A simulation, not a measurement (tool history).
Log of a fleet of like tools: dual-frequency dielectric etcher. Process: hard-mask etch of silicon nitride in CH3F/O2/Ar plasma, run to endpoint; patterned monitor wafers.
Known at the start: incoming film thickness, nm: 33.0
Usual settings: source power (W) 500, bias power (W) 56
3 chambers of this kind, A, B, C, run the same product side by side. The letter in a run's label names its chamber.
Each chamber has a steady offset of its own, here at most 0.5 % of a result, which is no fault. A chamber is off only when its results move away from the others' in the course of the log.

run   hour  source power (W)  bias power (W)  hours since the last wet clean  hours since the last source power generator calibration  hours since the last bias power generator calibration  endpoint time (s)
 1B   12.6               500              56                           292.7                                                    692.4                                                  317.1             47.618
 2A   23.7               500              56                           327.2                                                    228.7                                                  217.3             47.762
 3C   29.9               500              56                           443.8                                                    843.7                                                 3117.5             47.306
 4B   35.4               500              56                           315.5                                                    715.2                                                  339.9             48.033
 5A   43.7               500              56                           347.2                                                    248.7                                                  237.3             47.169
 6C   52.3               500              56                           466.2                                                    866.1                                                 3139.9             47.322
 7C   59.5               500              56                           473.4                                                    873.3                                                 3147.1             47.530
 8B   71.5               500              56                           351.6                                                    751.3                                                  376.0             47.279
      72.9  -- chamber C: wet clean of the chamber
 9A   83.1               500              56                           386.6                                                    288.1                                                  276.7             47.800
10A   91.1               500              56                           394.6                                                    296.1                                                  284.7             47.679
11C  102.5               500              62                            29.7                                                    916.3                                                 3190.1             45.494
12B  108.7               500              62                           388.8                                                    788.5                                                  413.2             46.234
     111.8  -- chamber B: wet clean of the chamber
13B  119.8               500              62                             8.0                                                    799.6                                                  424.3             48.050
14A  132.2               500              66                           435.7                                                    337.2                                                  325.8             45.190
15C  141.0               500              66                            68.2                                                    954.8                                                 3228.6             45.009
16A  147.6               500              66                           451.1                                                    352.6                                                  341.2             45.550
17B  158.0               500              56                            46.2                                                    837.8                                                  462.5             49.683
18C  166.5               500              56                            93.7                                                    980.3                                                 3254.1             47.764
19C  171.9               500              56                            99.1                                                    985.7                                                 3259.5             48.070
20A  184.0               500              56                           487.5                                                    389.0                                                  377.6             47.927
21B  191.0               500              56                            79.2                                                    870.8                                                  495.5             49.848
22C  196.5               500              56                           123.7                                                   1010.3                                                 3284.1             47.378
23B  205.4               500              56                            93.6                                                    885.2                                                  509.9             49.668
     210.3  -- chamber A: wet clean of the chamber
24A  217.6               500              56                             7.3                                                    422.6                                                  411.2             47.815
25A  228.5               500              56                            18.2                                                    433.5                                                  422.1             47.487
26B  236.3               560              62                           124.5                                                    916.1                                                  540.8             45.893

All 3 chambers run these settings next. Forecast each chamber's results:
27A  245.4               500              56                                                                                                                                                                  ?
27B  245.4               500              56                                                                                                                                                                  ?
27C  245.4               500              56                                                                                                                                                                  ?

run  endpoint time (s)
27A             47.609
27B             50.118
27C             47.487
